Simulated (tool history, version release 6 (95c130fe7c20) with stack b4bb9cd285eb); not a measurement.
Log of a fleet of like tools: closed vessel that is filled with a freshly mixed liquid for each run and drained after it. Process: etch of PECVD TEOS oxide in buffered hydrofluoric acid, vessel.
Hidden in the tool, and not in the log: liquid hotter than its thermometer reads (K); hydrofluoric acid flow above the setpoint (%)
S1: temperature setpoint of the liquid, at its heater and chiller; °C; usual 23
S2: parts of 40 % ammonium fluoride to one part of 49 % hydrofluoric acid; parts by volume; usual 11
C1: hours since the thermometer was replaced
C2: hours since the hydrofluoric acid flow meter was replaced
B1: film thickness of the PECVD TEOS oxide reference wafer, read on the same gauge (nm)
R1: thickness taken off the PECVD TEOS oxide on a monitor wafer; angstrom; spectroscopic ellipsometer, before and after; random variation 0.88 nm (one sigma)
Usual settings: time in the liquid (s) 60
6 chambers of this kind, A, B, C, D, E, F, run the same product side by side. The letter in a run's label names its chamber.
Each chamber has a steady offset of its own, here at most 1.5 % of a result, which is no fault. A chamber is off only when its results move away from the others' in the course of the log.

run 1B hour=4.5 | S1=23 S2=11 time_in_the_liquid_(s)=60 | C1=2096.5 C2=734.5 | B1=40.011 | R1=960.17
run 2C hour=9.7 | S1=23 S2=11 time_in_the_liquid_(s)=60 | C1=1011.4 C2=392.3 | B1=39.971 | R1=967.43
run 3E hour=15 | S1=23 S2=11 time_in_the_liquid_(s)=60 | C1=502.3 C2=242 | B1=40 | R1=965.51
run 4F hour=18.5 | S1=23 S2=11 time_in_the_liquid_(s)=60 | C1=1515.2 C2=956.5 | B1=40.044 | R1=975.08
run 5A hour=23.6 | S1=23 S2=11 time_in_the_liquid_(s)=60 | C1=1620.7 C2=179.8 | B1=40.027 | R1=970.12
run 6D hour=29.7 | S1=23 S2=11 time_in_the_liquid_(s)=60 | C1=2048.9 C2=393.1 | B1=39.999 | R1=957.36
run 7F hour=35.1 | S1=23 S2=11 time_in_the_liquid_(s)=60 | C1=1531.8 C2=973.1 | B1=40.012 | R1=976.18
run 8E hour=41.5 | S1=23 S2=11 time_in_the_liquid_(s)=60 | C1=528.8 C2=268.5 | B1=39.991 | R1=946.94
run 9A hour=47.1 | S1=23 S2=11 time_in_the_liquid_(s)=60 | C1=1644.2 C2=203.3 | B1=40.025 | R1=968.2
run 10D hour=50.9 | S1=23 S2=11 time_in_the_liquid_(s)=60 | C1=2070.1 C2=414.3 | B1=40.005 | R1=951.87
run 11C hour=57 | S1=23 S2=11 time_in_the_liquid_(s)=60 | C1=1058.7 C2=439.6 | B1=39.971 | R1=965.92
run 12B hour=62.3 | S1=23 S2=11 time_in_the_liquid_(s)=60 | C1=2154.3 C2=792.3 | B1=39.964 | R1=957.48
run 13C hour=65.3 | S1=23 S2=11 time_in_the_liquid_(s)=30 | C1=1067 C2=447.9 | B1=39.983 | R1=476.43
run 14D hour=71.5 | S1=23 S2=11 time_in_the_liquid_(s)=30 | C1=2090.7 C2=434.9 | B1=39.948 | R1=472.6
run 15E hour=75.9 | S1=23 S2=11 time_in_the_liquid_(s)=30 | C1=563.2 C2=302.9 | B1=40.024 | R1=483.1
run 16F hour=78.9 | S1=23 S2=11 time_in_the_liquid_(s)=30 | C1=1575.6 C2=1016.9 | B1=40.033 | R1=469.82
-- hour=83.2 chamber D: hydrofluoric acid flow meter replaced
run 17A hour=84 | S1=23 S2=11 time_in_the_liquid_(s)=30 | C1=1681.1 C2=240.2 | B1=39.966 | R1=476.69
run 18B hour=88.8 | S1=23 S2=11 time_in_the_liquid_(s)=30 | C1=2180.8 C2=818.8 | B1=39.998 | R1=475.5
run 19F hour=93.3 | S1=23 S2=11 time_in_the_liquid_(s)=60 | C1=1590 C2=1031.3 | B1=39.992 | R1=958.28
-- hour=93.4 chamber E: thermometer replaced
-- hour=95.2 chamber B: hydrofluoric acid flow meter replaced
run 20A hour=99.5 | S1=23 S2=11 time_in_the_liquid_(s)=60 | C1=1696.6 C2=255.7 | B1=40.01 | R1=962.87
run 21E hour=104.2 | S1=23 S2=11 time_in_the_liquid_(s)=60 | C1=10.9 C2=331.2 | B1=39.998 | R1=949.54
run 22D hour=107.9 | S1=23 S2=11 time_in_the_liquid_(s)=60 | C1=2127.1 C2=24.8 | B1=39.993 | R1=953.49
run 23B hour=114.2 | S1=23 S2=11 time_in_the_liquid_(s)=60 | C1=2206.2 C2=19.1 | B1=40.015 | R1=961.64
run 24C hour=120.3 | S1=23 S2=11 time_in_the_liquid_(s)=60 | C1=1122 C2=502.9 | B1=40.027 | R1=946.59
run 25D hour=126 | S1=23 S2=11 time_in_the_liquid_(s)=60 | C1=2145.2 C2=42.9 | B1=40.005 | R1=951.18
run 26A hour=131.1 | S1=27.5 S2=13.5 time_in_the_liquid_(s)=60 | C1=1728.2 C2=287.3 | B1=39.955 | R1=999.25
run 27F hour=137.3 | S1=27.5 S2=13.5 time_in_the_liquid_(s)=60 | C1=1634 C2=1075.3 | B1=40.016 | R1=991.6
run 28C hour=142.6 | S1=27.5 S2=13.5 time_in_the_liquid_(s)=60 | C1=1144.3 C2=525.2 | B1=40.019 | R1=981.75
run 29B hour=146.3 | S1=27.5 S2=13.5 time_in_the_liquid_(s)=60 | C1=2238.3 C2=51.2 | B1=39.999 | R1=1005
run 30E hour=149.1 | S1=27.5 S2=13.5 time_in_the_liquid_(s)=60 | C1=55.8 C2=376.1 | B1=40.006 | R1=1014.1
run 31D hour=154.2 | S1=27.5 S2=13.5 time_in_the_liquid_(s)=60 | C1=2173.4 C2=71.1 | B1=39.996 | R1=995.01
run 32B hour=157.9 | S1=23 S2=11 time_in_the_liquid_(s)=60 | C1=2249.9 C2=62.8 | B1=40.034 | R1=937.12
run 33A hour=162.7 | S1=23 S2=11 time_in_the_liquid_(s)=60 | C1=1759.8 C2=318.9 | B1=40.008 | R1=957.15
run 34E hour=168.8 | S1=23 S2=11 time_in_the_liquid_(s)=60 | C1=75.5 C2=395.8 | B1=40.008 | R1=958.98
run 35C hour=173.7 | S1=23 S2=11 time_in_the_liquid_(s)=60 | C1=1175.4 C2=556.3 | B1=39.944 | R1=960.16
run 36F hour=177.5 | S1=23 S2=11 time_in_the_liquid_(s)=60 | C1=1674.2 C2=1115.5 | B1=40.034 | R1=954.21
run 37B hour=181.3 | S1=23 S2=11 time_in_the_liquid_(s)=60 | C1=2273.3 C2=86.2 | B1=39.991 | R1=955.68
run 38A hour=185.5 | S1=23 S2=11 time_in_the_liquid_(s)=60 | C1=1782.6 C2=341.7 | B1=40.016 | R1=966.37
run 39D hour=190.3 | S1=23 S2=11 time_in_the_liquid_(s)=60 | C1=2209.5 C2=107.2 | B1=39.957 | R1=957.92
run 40F hour=194.5 | S1=23 S2=11 time_in_the_liquid_(s)=60 | C1=1691.2 C2=1132.5 | B1=39.999 | R1=964.78
run 41C hour=200.5 | S1=23 S2=11 time_in_the_liquid_(s)=60 | C1=1202.2 C2=583.1 | B1=39.995 | R1=948.86
run 42E hour=205.9 | S1=23 S2=11 time_in_the_liquid_(s)=60 | C1=112.6 C2=432.9 | B1=39.97 | R1=950.1
run 43A hour=209.6 | S1=23 S2=11 time_in_the_liquid_(s)=60 | C1=1806.7 C2=365.8 | B1=39.994 | R1=963.05
run 44C hour=213.9 | S1=23 S2=11 time_in_the_liquid_(s)=60 | C1=1215.6 C2=596.5 | B1=39.996 | R1=952.27

What goes on in this fleet: one chamber off, a drifting gauge, or nothing beyond the chambers' own small offsets? Name the chamber and the cause, if any.

No chamber stands off beyond its own small offset, and the gauge holds steady.
